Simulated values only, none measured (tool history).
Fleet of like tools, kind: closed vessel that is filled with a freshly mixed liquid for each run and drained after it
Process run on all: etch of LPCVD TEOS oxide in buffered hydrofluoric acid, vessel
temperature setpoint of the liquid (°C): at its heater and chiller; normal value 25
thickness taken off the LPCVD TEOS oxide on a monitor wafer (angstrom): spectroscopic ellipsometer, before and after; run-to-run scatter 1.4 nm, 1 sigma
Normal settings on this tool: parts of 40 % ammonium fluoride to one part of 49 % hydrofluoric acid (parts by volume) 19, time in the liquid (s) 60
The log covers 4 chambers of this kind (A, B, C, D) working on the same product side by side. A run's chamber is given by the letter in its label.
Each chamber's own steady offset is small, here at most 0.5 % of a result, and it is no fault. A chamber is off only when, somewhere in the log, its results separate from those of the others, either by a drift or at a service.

run,day,temperature setpoint of the liquid (°C),parts of 40 % ammonium fluoride to one part of 49 % hydrofluoric acid (parts by volume),time in the liquid (s),"read-back film thickness of the LPCVD TEOS oxide reference wafer, read on the same gauge (nm)",thickness taken off the LPCVD TEOS oxide on a monitor wafer (angstrom)
1C,0.183,25,19,60,99.988,1517.3
2B,0.392,25,19,60,100,1499.7
3A,0.588,25,19,60,99.979,1506.7
4D,0.804,25,19,60,100.04,1516.4
5D,0.954,25,19,60,100,1502
6B,1.129,25,19,60,99.972,1499.3
7A,1.367,25,19,60,100.01,1497.8
8C,1.654,25,19,60,100,1508.4
9D,1.921,25,19,60,99.995,1502.9
10C,2.179,25,19,60,99.991,1508.6
11B,2.321,25,19,60,99.976,1477
12A,2.512,25,19,60,99.999,1513
13A,2.767,25,19,60,99.985,1501.5
14D,2.962,25,19,60,100.01,1510.9
15B,3.133,25,19,60,99.998,1481.6
16C,3.362,27,19,80,99.992,2280.3
17A,3.512,27,19,80,100.01,2220.7
18B,3.788,27,19,80,99.989,2209.8
19D,4.042,27,19,80,100,2234.9
20C,4.258,25,19,95,99.949,2400.9
21A,4.425,25,19,95,99.992,2375
22D,4.725,25,19,95,99.992,2351.1
23B,4.979,25,19,95,100,2347.1
24C,5.154,25,19,60,99.997,1509.1
25C,5.321,25,19,60,100,1478.5
26B,5.517,25,19,60,100,1509.6
27D,5.742,25,19,60,100.02,1501.8
28A,5.875,25,19,60,99.993,1476.2
29D,6.038,25,22.5,70,99.982,1547.2

All chambers now run identical settings, listed one chamber a line with results as question marks. What results will each chamber show?
30A,6.258,25,15.5,60,,?
30B,6.258,25,15.5,60,,?
30C,6.258,25,15.5,60,,?
30D,6.258,25,15.5,60,,?

run,thickness taken off the LPCVD TEOS oxide on a monitor wafer (angstrom)
30A,1835.2
30B,1819
30C,1857.6
30D,1822.5
